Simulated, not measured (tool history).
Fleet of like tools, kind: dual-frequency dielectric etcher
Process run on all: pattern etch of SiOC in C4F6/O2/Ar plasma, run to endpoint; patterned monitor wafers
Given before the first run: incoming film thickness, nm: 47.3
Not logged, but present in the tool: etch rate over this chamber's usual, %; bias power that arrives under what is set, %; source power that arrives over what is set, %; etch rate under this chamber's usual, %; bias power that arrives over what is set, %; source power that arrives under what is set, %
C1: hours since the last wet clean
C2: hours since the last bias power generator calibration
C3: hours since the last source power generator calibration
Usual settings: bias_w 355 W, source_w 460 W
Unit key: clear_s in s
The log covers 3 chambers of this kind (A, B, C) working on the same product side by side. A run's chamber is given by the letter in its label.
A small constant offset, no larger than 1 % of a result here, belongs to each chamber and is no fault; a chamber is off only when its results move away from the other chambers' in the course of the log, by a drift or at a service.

{"run": "1B", "hour": 5.2, "bias_w": 355, "source_w": 460, "C1": 177.1, "C2": 1927.5, "C3": 1283.5, "clear_s": 17.143}
{"run": "2C", "hour": 10.0, "bias_w": 355, "source_w": 460, "C1": 35.2, "C2": 2844.9, "C3": 1330, "clear_s": 17.245}
{"run": "3A", "hour": 14.8, "bias_w": 355, "source_w": 460, "C1": 29, "C2": 2948.2, "C3": 1127.1, "clear_s": 17.174}
{"run": "4B", "hour": 19.6, "bias_w": 355, "source_w": 460, "C1": 191.5, "C2": 1941.9, "C3": 1297.9, "clear_s": 17.258}
{"run": "5A", "hour": 25.8, "bias_w": 355, "source_w": 460, "C1": 40, "C2": 2959.2, "C3": 1138.1, "clear_s": 16.98}
{"run": "6C", "hour": 30.1, "bias_w": 355, "source_w": 460, "C1": 55.3, "C2": 2865, "C3": 1350.1, "clear_s": 17.2}
{"run": "7B", "hour": 34.4, "bias_w": 355, "source_w": 460, "C1": 206.3, "C2": 1956.7, "C3": 1312.7, "clear_s": 17.338}
{"run": "8A", "hour": 40.9, "bias_w": 429, "source_w": 460, "C1": 55.1, "C2": 2974.3, "C3": 1153.2, "clear_s": 15.993}
{"run": "9C", "hour": 48.7, "bias_w": 429, "source_w": 460, "C1": 73.9, "C2": 2883.6, "C3": 1368.7, "clear_s": 16.03}
{"run": "10A", "hour": 54.9, "bias_w": 429, "source_w": 460, "C1": 69.1, "C2": 2988.3, "C3": 1167.2, "clear_s": 15.968}
{"run": "11B", "hour": 60.3, "bias_w": 355, "source_w": 460, "C1": 232.2, "C2": 1982.6, "C3": 1338.6, "clear_s": 17.25}
{"run": "12C", "hour": 67.9, "bias_w": 355, "source_w": 460, "C1": 93.1, "C2": 2902.8, "C3": 1387.9, "clear_s": 17.226}
{"run": "13C", "hour": 72.7, "bias_w": 355, "source_w": 460, "C1": 97.9, "C2": 2907.6, "C3": 1392.7, "clear_s": 17.231}
{"run": "14A", "hour": 80.4, "bias_w": 355, "source_w": 460, "C1": 94.6, "C2": 3013.8, "C3": 1192.7, "clear_s": 17.069}
{"run": "15B", "hour": 87.1, "bias_w": 355, "source_w": 460, "C1": 259, "C2": 2009.4, "C3": 1365.4, "clear_s": 17.406}
{"run": "16C", "hour": 92.7, "bias_w": 355, "source_w": 460, "C1": 117.9, "C2": 2927.6, "C3": 1412.7, "clear_s": 17.206}
{"run": "17A", "hour": 97.5, "bias_w": 355, "source_w": 460, "C1": 111.7, "C2": 3030.9, "C3": 1209.8, "clear_s": 17.218}
{"run": "18B", "hour": 104.2, "bias_w": 394, "source_w": 400, "C1": 276.1, "C2": 2026.5, "C3": 1382.5, "clear_s": 17.558}
{"run": "19C", "hour": 110.9, "bias_w": 394, "source_w": 400, "C1": 136.1, "C2": 2945.8, "C3": 1430.9, "clear_s": 17.548}
{"run": "20B", "hour": 116.2, "bias_w": 394, "source_w": 400, "C1": 288.1, "C2": 2038.5, "C3": 1394.5, "clear_s": 17.492}
{"run": "21A", "hour": 121.0, "bias_w": 355, "source_w": 460, "C1": 135.2, "C2": 3054.4, "C3": 1233.3, "clear_s": 17.028}
{"run": "22C", "hour": 125.2, "bias_w": 355, "source_w": 460, "C1": 150.4, "C2": 2960.1, "C3": 1445.2, "clear_s": 17.201}
{"run": "23A", "hour": 131.1, "bias_w": 355, "source_w": 460, "C1": 145.3, "C2": 3064.5, "C3": 1243.4, "clear_s": 17.125}
{"run": "24B", "hour": 135.8, "bias_w": 355, "source_w": 460, "C1": 307.7, "C2": 2058.1, "C3": 1414.1, "clear_s": 17.315}
{"run": "25C", "hour": 143.9, "bias_w": 355, "source_w": 460, "C1": 169.1, "C2": 2978.8, "C3": 1463.9, "clear_s": 17.094}
{"run": "26B", "hour": 148.3, "bias_w": 355, "source_w": 460, "C1": 320.2, "C2": 2070.6, "C3": 1426.6, "clear_s": 17.335}
{"run": "27A", "hour": 152.6, "bias_w": 355, "source_w": 460, "C1": 166.8, "C2": 3086, "C3": 1264.9, "clear_s": 17.07}
{"run": "28B", "hour": 159.1, "bias_w": 355, "source_w": 460, "C1": 331, "C2": 2081.4, "C3": 1437.4, "clear_s": 17.333}
{"run": "29A", "hour": 166.9, "bias_w": 355, "source_w": 460, "C1": 181.1, "C2": 3100.3, "C3": 1279.2, "clear_s": 17.115}
{"run": "30C", "hour": 170.6, "bias_w": 355, "source_w": 460, "C1": 195.8, "C2": 3005.5, "C3": 1490.6, "clear_s": 17.259}
{"run": "31C", "hour": 174.2, "bias_w": 355, "source_w": 460, "C1": 199.4, "C2": 3009.1, "C3": 1494.2, "clear_s": 17.224}
{"run": "32A", "hour": 178.4, "bias_w": 355, "source_w": 460, "C1": 192.6, "C2": 3111.8, "C3": 1290.7, "clear_s": 17.095}
{"run": "33B", "hour": 185.6, "bias_w": 355, "source_w": 460, "C1": 357.5, "C2": 2107.9, "C3": 1463.9, "clear_s": 17.208}
{"run": "34B", "hour": 189.7, "bias_w": 355, "source_w": 460, "C1": 361.6, "C2": 2112, "C3": 1468, "clear_s": 17.356}
{"run": "35C", "hour": 195.1, "bias_w": 355, "source_w": 460, "C1": 220.3, "C2": 3030, "C3": 1515.1, "clear_s": 17.237}
{"run": "36A", "hour": 199.1, "bias_w": 355, "source_w": 460, "C1": 213.3, "C2": 3132.5, "C3": 1311.4, "clear_s": 17.176}
{"run": "37B", "hour": 205.4, "bias_w": 355, "source_w": 460, "C1": 377.3, "C2": 2127.7, "C3": 1483.7, "clear_s": 17.33}

For the next run the whole fleet of 3 chambers uses the same settings. Give each chamber's results:
{"run": "38A", "hour": 211.2, "bias_w": 355, "source_w": 460, "clear_s": "?"}
{"run": "38B", "hour": 211.2, "bias_w": 355, "source_w": 460, "clear_s": "?"}
{"run": "38C", "hour": 211.2, "bias_w": 355, "source_w": 460, "clear_s": "?"}

run=38A clear_s=17.038
run=38B clear_s=17.281
run=38C clear_s=17.109
